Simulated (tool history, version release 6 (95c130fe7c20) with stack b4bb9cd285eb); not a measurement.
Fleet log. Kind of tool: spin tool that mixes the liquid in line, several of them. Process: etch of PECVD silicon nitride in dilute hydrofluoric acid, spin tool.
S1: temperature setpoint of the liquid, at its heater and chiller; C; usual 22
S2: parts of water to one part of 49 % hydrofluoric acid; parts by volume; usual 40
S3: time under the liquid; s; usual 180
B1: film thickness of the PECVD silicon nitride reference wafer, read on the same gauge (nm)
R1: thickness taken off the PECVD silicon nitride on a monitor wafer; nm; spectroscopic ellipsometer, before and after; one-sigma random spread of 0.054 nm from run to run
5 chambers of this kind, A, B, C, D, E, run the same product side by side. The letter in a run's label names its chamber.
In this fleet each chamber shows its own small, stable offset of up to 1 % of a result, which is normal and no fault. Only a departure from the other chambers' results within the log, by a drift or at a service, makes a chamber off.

run	hour	S1	S2	S3	B1	R1
1D	11.4	22	40	180	40.018	9.7913
2A	26.1	22	40	180	39.999	9.7007
3E	39.4	22	40	180	40.001	9.6950
4B	51.3	22	40	180	40.011	9.7723
5C	59.1	22	40	180	40.004	9.7583
6E	66.7	22	40	180	39.990	9.7675
7A	76.7	22	40	180	39.997	9.6748
8C	90.5	22	40	180	40.003	9.7417
9B	101.1	22	40	180	39.996	9.6279
10D	116.2	22	40	180	39.992	9.7828
# hour 116.9: chamber E: thermometer replaced
# hour 125.7: chamber C: thermometer replaced
11A	129.3	22	40	180	40.004	9.6744
12B	142.5	22	40	180	40.009	9.7163
13D	154.7	18	40	230	40.008	9.4234
14C	163.5	18	40	230	39.993	9.3019
15E	177.5	18	40	230	40.020	9.4314
16B	184.8	18	40	230	39.997	9.4489
17D	196.7	18	40	230	40.002	9.4926
18A	211.3	22	40	180	40.024	9.7104
19C	222.8	22	40	180	39.999	9.4455
20E	237.5	22	40	180	40.025	9.6647
21A	244.3	22	40	180	40.008	9.6917
22C	254.3	22	40	180	40.012	9.3712
23B	266.6	22	40	180	40.001	9.6554
24D	279.2	22	40	180	39.996	9.8577
25E	292.3	22	40	180	40.004	9.6883
26B	300.9	22	40	180	39.999	9.6193
27C	307.9	22	40	180	40.001	9.2803
28E	315.5	22	40	235	40.005	12.6630
29A	323.7	22	40	235	40.001	12.4820
30D	332.1	22	40	235	39.996	12.7270
# hour 332.5: chamber A: hydrofluoric acid flow meter replaced
31A	342.6	22	40	235	39.999	12.7120
32C	356.4	22	40	235	39.996	12.0110

Next, all 5 chambers run the settings below, one line each with question marks for the results. What does each chamber give?
33A	367.2	22	40	180		?
33B	367.2	22	40	180		?
33C	367.2	22	40	180		?
33D	367.2	22	40	180		?
33E	367.2	22	40	180		?

run	R1
33A	9.7001
33B	9.7226
33C	9.2124
33D	9.7717
33E	9.6621
